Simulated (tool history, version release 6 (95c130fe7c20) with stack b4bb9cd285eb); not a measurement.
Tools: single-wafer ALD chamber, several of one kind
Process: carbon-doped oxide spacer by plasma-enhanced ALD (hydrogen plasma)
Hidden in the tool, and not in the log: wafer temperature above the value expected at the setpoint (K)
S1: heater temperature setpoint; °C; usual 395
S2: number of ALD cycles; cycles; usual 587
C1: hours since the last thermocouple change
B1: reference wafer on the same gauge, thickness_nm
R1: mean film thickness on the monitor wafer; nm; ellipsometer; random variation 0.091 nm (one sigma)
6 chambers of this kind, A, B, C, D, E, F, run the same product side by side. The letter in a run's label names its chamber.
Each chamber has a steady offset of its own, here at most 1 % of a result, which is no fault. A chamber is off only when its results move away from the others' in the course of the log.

Run 1D, day 0.338: usual settings; C1 937.8; B1 35.081. Result: R1 29.096 nm.
Run 2E, day 0.700: usual settings; C1 1028.0; B1 35.102. Result: R1 29.294 nm.
Run 3F, day 0.996: usual settings; C1 1146.4; B1 35.092. Result: R1 29.644 nm.
Run 4A, day 1.538: usual settings; C1 880.8; B1 35.087. Result: R1 29.237 nm.
Run 5C, day 1.788: usual settings; C1 1773.6; B1 35.136. Result: R1 29.440 nm.
Run 6B, day 2.292: usual settings; C1 1074.4; B1 35.074. Result: R1 29.381 nm.
Run 7E, day 2.779: usual settings but S2 646 cycles; C1 1077.9; B1 35.094. Result: R1 32.308 nm.
Run 8F, day 3.221: usual settings but S2 646 cycles; C1 1199.8; B1 35.118. Result: R1 32.450 nm.
At day 3.396: chamber C: thermocouple changed; heater temperature recalibrated.
Run 9A, day 3.625: usual settings but S2 646 cycles; C1 930.9; B1 35.113. Result: R1 32.132 nm.
Run 10C, day 3.896: usual settings but S2 646 cycles; C1 12.0; B1 35.130. Result: R1 32.515 nm.
At day 4.017: chamber D: thermocouple changed; heater temperature recalibrated.
Run 11D, day 4.367: usual settings but S2 646 cycles; C1 8.4; B1 35.100. Result: R1 32.082 nm.
Run 12B, day 4.825: usual settings but S2 646 cycles; C1 1135.2; B1 35.104. Result: R1 32.258 nm.
Run 13F, day 5.292: usual settings; C1 1249.5; B1 35.109. Result: R1 29.612 nm.
Run 14A, day 5.783: usual settings; C1 982.7; B1 35.097. Result: R1 29.227 nm.
Run 15C, day 6.167: usual settings; C1 66.5; B1 35.092. Result: R1 29.555 nm.
Run 16E, day 6.604: usual settings; C1 1169.7; B1 35.102. Result: R1 29.305 nm.
Run 17B, day 6.933: usual settings; C1 1185.8; B1 35.116. Result: R1 29.282 nm.
Run 18D, day 7.288: usual settings; C1 78.5; B1 35.082. Result: R1 28.945 nm.
Run 19C, day 7.621: usual settings; C1 101.4; B1 35.086. Result: R1 29.566 nm.
Run 20E, day 7.929: usual settings; C1 1201.5; B1 35.089. Result: R1 29.369 nm.
Run 21B, day 8.438: usual settings; C1 1221.9; B1 35.063. Result: R1 29.305 nm.
Run 22F, day 8.800: usual settings but S1 408 °C, S2 630 cycles; C1 1333.7; B1 35.101. Result: R1 30.735 nm.
Run 23A, day 9.054: usual settings but S1 408 °C, S2 630 cycles; C1 1061.2; B1 35.096. Result: R1 30.818 nm.
Run 24D, day 9.338: usual settings but S1 408 °C, S2 630 cycles; C1 127.7; B1 35.083. Result: R1 30.502 nm.
Run 25F, day 9.838: usual settings but S1 408 °C, S2 630 cycles; C1 1358.6; B1 35.090. Result: R1 30.715 nm.
Run 26C, day 10.154: usual settings but S1 408 °C, S2 630 cycles; C1 162.2; B1 35.118. Result: R1 30.772 nm.
Run 27E, day 10.650: usual settings but S1 408 °C, S2 630 cycles; C1 1266.8; B1 35.075. Result: R1 30.713 nm.
Run 28B, day 11.100: usual settings; C1 1285.8; B1 35.086. Result: R1 29.376 nm.
Run 29A, day 11.354: usual settings; C1 1116.4; B1 35.101. Result: R1 29.173 nm.
Run 30D, day 11.879: usual settings; C1 188.7; B1 35.103. Result: R1 29.186 nm.
Run 31D, day 12.262: usual settings; C1 197.9; B1 35.091. Result: R1 29.209 nm.
Run 32C, day 12.712: usual settings; C1 223.6; B1 35.088. Result: R1 29.384 nm.
Run 33E, day 13.025: usual settings; C1 1323.8; B1 35.083. Result: R1 29.299 nm.
Run 34B, day 13.304: usual settings; C1 1338.7; B1 35.099. Result: R1 29.510 nm.
Run 35F, day 13.738: usual settings; C1 1452.2; B1 35.087. Result: R1 29.593 nm.
Run 36A, day 14.162: usual settings but S1 401 °C; C1 1183.8; B1 35.093. Result: R1 28.949 nm.
Run 37F, day 14.646: usual settings but S1 401 °C; C1 1474.0; B1 35.063. Result: R1 29.226 nm.
Run 38D, day 14.925: usual settings but S1 401 °C; C1 261.8; B1 35.074. Result: R1 29.011 nm.
Run 39A, day 15.300: usual settings but S1 401 °C; C1 1211.1; B1 35.118. Result: R1 29.133 nm.
Run 40B, day 15.754: usual settings but S1 401 °C; C1 1397.5; B1 35.095. Result: R1 28.902 nm.

Next, every chamber runs the same settings. What will each give?
Run 41A, day 16.167: usual settings but S2 629 cycles. Result: R1 ?.
Run 41B, day 16.167: usual settings but S2 629 cycles. Result: R1 ?.
Run 41C, day 16.167: usual settings but S2 629 cycles. Result: R1 ?.
Run 41D, day 16.167: usual settings but S2 629 cycles. Result: R1 ?.
Run 41E, day 16.167: usual settings but S2 629 cycles. Result: R1 ?.
Run 41F, day 16.167: usual settings but S2 629 cycles. Result: R1 ?.

run      R1
41A  31.349
41B  31.377
41C  31.462
41D  31.325
41E  31.531
41F  31.586

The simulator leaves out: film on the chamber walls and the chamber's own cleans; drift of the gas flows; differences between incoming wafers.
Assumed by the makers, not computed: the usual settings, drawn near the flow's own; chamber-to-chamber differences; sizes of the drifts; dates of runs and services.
